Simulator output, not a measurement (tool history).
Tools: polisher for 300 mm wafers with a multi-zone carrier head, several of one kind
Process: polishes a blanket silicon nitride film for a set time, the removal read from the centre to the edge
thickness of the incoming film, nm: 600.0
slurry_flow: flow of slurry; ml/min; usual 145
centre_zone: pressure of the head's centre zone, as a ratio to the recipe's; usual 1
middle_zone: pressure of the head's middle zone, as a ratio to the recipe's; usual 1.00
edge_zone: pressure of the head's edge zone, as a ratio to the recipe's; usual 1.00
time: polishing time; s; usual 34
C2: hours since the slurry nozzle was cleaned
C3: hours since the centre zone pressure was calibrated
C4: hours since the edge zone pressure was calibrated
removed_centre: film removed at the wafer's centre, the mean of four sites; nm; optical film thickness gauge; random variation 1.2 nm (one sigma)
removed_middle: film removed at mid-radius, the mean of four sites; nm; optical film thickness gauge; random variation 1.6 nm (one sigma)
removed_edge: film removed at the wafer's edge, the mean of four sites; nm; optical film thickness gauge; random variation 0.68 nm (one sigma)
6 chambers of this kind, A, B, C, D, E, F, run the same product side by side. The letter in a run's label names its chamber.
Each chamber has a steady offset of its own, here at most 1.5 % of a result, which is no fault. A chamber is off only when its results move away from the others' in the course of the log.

At hour 0.9: chamber A: worn pad replaced by a new one.
At hour 4.4: chamber E: worn pad replaced by a new one.
Run 1E, hour 5.7: usual settings; wafers polished on this pad 19; C2 300.0; C3 158.9; C4 619.9. Result: removed_centre 110.590 nm, removed_middle 107.020 nm, removed_edge 112.41 nm.
At hour 6.1: chamber D: slurry nozzle cleaned.
Run 2A, hour 11.8: usual settings; wafers polished on this pad 163; C2 267.7; C3 495.2; C4 292.4. Result: removed_centre 111.520 nm, removed_middle 108.530 nm, removed_edge 110.52 nm.
At hour 15.2: chamber C: slurry nozzle cleaned.
Run 3F, hour 15.7: usual settings; wafers polished on this pad 900; C2 51.8; C3 195.1; C4 234.4. Result: removed_centre 111.540 nm, removed_middle 111.680 nm, removed_edge 110.74 nm.
Run 4D, hour 19.9: usual settings; wafers polished on this pad 960; C2 13.8; C3 848.5; C4 87.8. Result: removed_centre 112.980 nm, removed_middle 111.810 nm, removed_edge 111.51 nm.
At hour 20.5: chamber B: worn pad replaced by a new one.
Run 5B, hour 26.1: usual settings; wafers polished on this pad 83; C2 398.8; C3 221.4; C4 473.3. Result: removed_centre 110.660 nm, removed_middle 108.540 nm, removed_edge 111.09 nm.
At hour 28.7: chamber F: worn pad replaced by a new one.
Run 6C, hour 32.7: usual settings; wafers polished on this pad 790; C2 17.5; C3 1158.5; C4 337.4. Result: removed_centre 109.290 nm, removed_middle 108.470 nm, removed_edge 110.43 nm.
Run 7C, hour 40.3: usual settings; wafers polished on this pad 903; C2 25.1; C3 1166.1; C4 345.0. Result: removed_centre 109.970 nm, removed_middle 108.950 nm, removed_edge 109.60 nm.
Run 8F, hour 44.0: usual settings but slurry_flow 190 ml/min, middle_zone 1.08; wafers polished on this pad 228; C2 80.1; C3 223.4; C4 262.7. Result: removed_centre 119.910 nm, removed_middle 120.660 nm, removed_edge 114.01 nm.
Run 9B, hour 48.9: usual settings but slurry_flow 190 ml/min, middle_zone 1.08; wafers polished on this pad 422; C2 421.6; C3 244.2; C4 496.1. Result: removed_centre 114.900 nm, removed_middle 125.590 nm, removed_edge 114.82 nm.
At hour 49.3: chamber E: worn pad replaced by a new one.
At hour 49.4: chamber D: worn pad replaced by a new one.
Run 10A, hour 53.8: usual settings but slurry_flow 190 ml/min, middle_zone 1.08; wafers polished on this pad 787; C2 309.7; C3 537.2; C4 334.4. Result: removed_centre 115.980 nm, removed_middle 123.780 nm, removed_edge 114.94 nm.
At hour 58.4: chamber A: worn pad replaced by a new one.
Run 11D, hour 59.8: usual settings but slurry_flow 190 ml/min, middle_zone 1.08; wafers polished on this pad 155; C2 53.7; C3 888.4; C4 127.7. Result: removed_centre 119.270 nm, removed_middle 126.480 nm, removed_edge 114.68 nm.
Run 12E, hour 64.4: usual settings but slurry_flow 190 ml/min, middle_zone 1.08; wafers polished on this pad 225; C2 358.7; C3 217.6; C4 678.6. Result: removed_centre 116.880 nm, removed_middle 125.290 nm, removed_edge 114.48 nm.
At hour 68.4: chamber C: worn pad replaced by a new one.
At hour 68.4: chamber A: slurry nozzle cleaned.
Run 13B, hour 69.5: usual settings but slurry_flow 190 ml/min, middle_zone 1.08; wafers polished on this pad 729; C2 442.2; C3 264.8; C4 516.7. Result: removed_centre 114.020 nm, removed_middle 125.730 nm, removed_edge 115.66 nm.
Run 14C, hour 76.8: usual settings; wafers polished on this pad 125; C2 61.6; C3 1202.6; C4 381.5. Result: removed_centre 108.570 nm, removed_middle 111.820 nm, removed_edge 111.21 nm.
Run 15A, hour 82.8: usual settings; wafers polished on this pad 363; C2 14.5; C3 566.2; C4 363.4. Result: removed_centre 112.000 nm, removed_middle 113.450 nm, removed_edge 110.31 nm.
Run 16E, hour 88.1: usual settings; wafers polished on this pad 578; C2 382.4; C3 241.3; C4 702.3. Result: removed_centre 109.390 nm, removed_middle 109.940 nm, removed_edge 110.04 nm.
Run 17F, hour 96.1: usual settings; wafers polished on this pad 1003; C2 132.2; C3 275.5; C4 314.8. Result: removed_centre 111.990 nm, removed_middle 108.270 nm, removed_edge 110.24 nm.
At hour 96.5: chamber E: worn pad replaced by a new one.
Run 18D, hour 100.2: usual settings; wafers polished on this pad 756; C2 94.1; C3 928.8; C4 168.1. Result: removed_centre 111.190 nm, removed_middle 113.640 nm, removed_edge 111.52 nm.
At hour 105.1: chamber F: worn pad replaced by a new one.
At hour 106.1: chamber D: centre zone pressure recalibrated.
Run 19A, hour 107.0: usual settings; wafers polished on this pad 723; C2 38.7; C3 590.4; C4 387.6. Result: removed_centre 109.560 nm, removed_middle 113.690 nm, removed_edge 109.83 nm.
At hour 110.3: chamber A: worn pad replaced by a new one.
Run 20D, hour 111.3: usual settings; wafers polished on this pad 921; C2 105.2; C3 5.2; C4 179.2. Result: removed_centre 99.010 nm, removed_middle 109.440 nm, removed_edge 110.90 nm.
Run 21B, hour 118.6: usual settings; wafers polished on this pad 1459; C2 491.3; C3 313.9; C4 565.8. Result: removed_centre 108.960 nm, removed_middle 114.230 nm, removed_edge 110.76 nm.
At hour 120.4: chamber B: edge zone pressure recalibrated.
Run 22F, hour 122.9: usual settings; wafers polished on this pad 266; C2 159.0; C3 302.3; C4 341.6. Result: removed_centre 110.250 nm, removed_middle 108.490 nm, removed_edge 111.71 nm.
At hour 128.0: chamber B: worn pad replaced by a new one.
At hour 130.2: chamber A: edge zone pressure recalibrated.
Run 23C, hour 130.7: usual settings; wafers polished on this pad 927; C2 115.5; C3 1256.5; C4 435.4. Result: removed_centre 109.110 nm, removed_middle 108.760 nm, removed_edge 110.85 nm.
Run 24E, hour 134.9: usual settings; wafers polished on this pad 571; C2 429.2; C3 288.1; C4 749.1. Result: removed_centre 111.670 nm, removed_middle 108.860 nm, removed_edge 110.32 nm.
At hour 141.5: chamber E: worn pad replaced by a new one.
Run 25C, hour 141.7: usual settings but middle_zone 0.91; wafers polished on this pad 1090; C2 126.5; C3 1267.5; C4 446.4. Result: removed_centre 110.020 nm, removed_middle 100.310 nm, removed_edge 111.19 nm.
Run 26F, hour 146.0: usual settings but middle_zone 0.91; wafers polished on this pad 609; C2 182.1; C3 325.4; C4 364.7. Result: removed_centre 110.580 nm, removed_middle 99.999 nm, removed_edge 111.53 nm.
At hour 149.1: chamber D: worn pad replaced by a new one.
Run 27B, hour 152.5: usual settings but middle_zone 0.91; wafers polished on this pad 364; C2 525.2; C3 347.8; C4 32.1. Result: removed_centre 110.280 nm, removed_middle 103.440 nm, removed_edge 111.93 nm.
At hour 155.5: chamber C: worn pad replaced by a new one.
Run 28D, hour 158.4: usual settings but middle_zone 0.91; wafers polished on this pad 139; C2 152.3; C3 52.3; C4 226.3. Result: removed_centre 100.970 nm, removed_middle 105.500 nm, removed_edge 111.76 nm.
Run 29A, hour 165.2: usual settings but middle_zone 0.91; wafers polished on this pad 816; C2 96.9; C3 648.6; C4 35.0. Result: removed_centre 111.010 nm, removed_middle 100.490 nm, removed_edge 110.83 nm.
At hour 167.1: chamber A: worn pad replaced by a new one.
Run 30E, hour 169.1: usual settings but middle_zone 0.91; wafers polished on this pad 411; C2 463.4; C3 322.3; C4 783.3. Result: removed_centre 111.890 nm, removed_middle 101.730 nm, removed_edge 109.44 nm.
At hour 172.8: chamber F: worn pad replaced by a new one.
Run 31A, hour 173.4: usual settings; wafers polished on this pad 95; C2 105.1; C3 656.8; C4 43.2. Result: removed_centre 112.320 nm, removed_middle 109.940 nm, removed_edge 109.54 nm.
Run 32E, hour 178.7: usual settings; wafers polished on this pad 554; C2 473.0; C3 331.9; C4 792.9. Result: removed_centre 111.180 nm, removed_middle 108.350 nm, removed_edge 110.81 nm.
Run 33F, hour 185.5: usual settings but edge_zone 0.91; wafers polished on this pad 190; C2 221.6; C3 364.9; C4 404.2. Result: removed_centre 110.270 nm, removed_middle 108.400 nm, removed_edge 105.56 nm.
Run 34D, hour 192.6: usual settings but edge_zone 0.91; wafers polished on this pad 648; C2 186.5; C3 86.5; C4 260.5. Result: removed_centre 102.090 nm, removed_middle 112.710 nm, removed_edge 105.48 nm.
Run 35B, hour 198.6: usual settings but edge_zone 0.91; wafers polished on this pad 1050; C2 571.3; C3 393.9; C4 78.2. Result: removed_centre 109.410 nm, removed_middle 113.980 nm, removed_edge 105.68 nm.
Run 36C, hour 205.1: usual settings but edge_zone 0.91; wafers polished on this pad 739; C2 189.9; C3 1330.9; C4 509.8. Result: removed_centre 107.310 nm, removed_middle 110.790 nm, removed_edge 104.33 nm.

What goes on in this fleet: one chamber off, a drifting gauge, or nothing beyond the chambers' own small offsets? Name the chamber and the cause, if any.

A service left chamber D off against the others.
Cause: centre zone's pressure below its setpoint, % = 8.06.

Here are 4 candidates for chamber D's next run, each the usual settings with a change, their results left as question marks. Which one brings its results back in line with what the others give on the usual settings?
In line means no further than this from the other chambers' mean on the usual settings: removed_centre 4.200 nm; removed_middle 5.500 nm; removed_edge 2.40 nm
Run 37D-1, hour 211.0: usual settings but centre_zone 1.01. Result: removed_centre ?, removed_middle ?, removed_edge ?.
Run 37D-2, hour 211.0: usual settings but slurry_flow 140 ml/min, centre_zone 0.93, middle_zone 1.02, edge_zone 1.02. Result: removed_centre ?, removed_middle ?, removed_edge ?.
Run 37D-3, hour 211.0: usual settings but centre_zone 0.99. Result: removed_centre ?, removed_middle ?, removed_edge ?.
Run 37D-4, hour 211.0: usual settings but slurry_flow 150 ml/min, centre_zone 1.07, middle_zone 0.98, edge_zone 0.98. Result: removed_centre ?, removed_middle ?, removed_edge ?.

The other chambers' mean on the usual settings: removed_centre 110.690 nm; removed_middle 110.840 nm; removed_edge 110.74 nm
  run  removed_centre  removed_middle  removed_edge
37D-1         102.860         112.000        111.06
37D-2          93.156         113.260        111.62
37D-3         100.620         112.010        111.06
37D-4         110.390         110.670        110.45
37D-4 brings the chamber back in line.
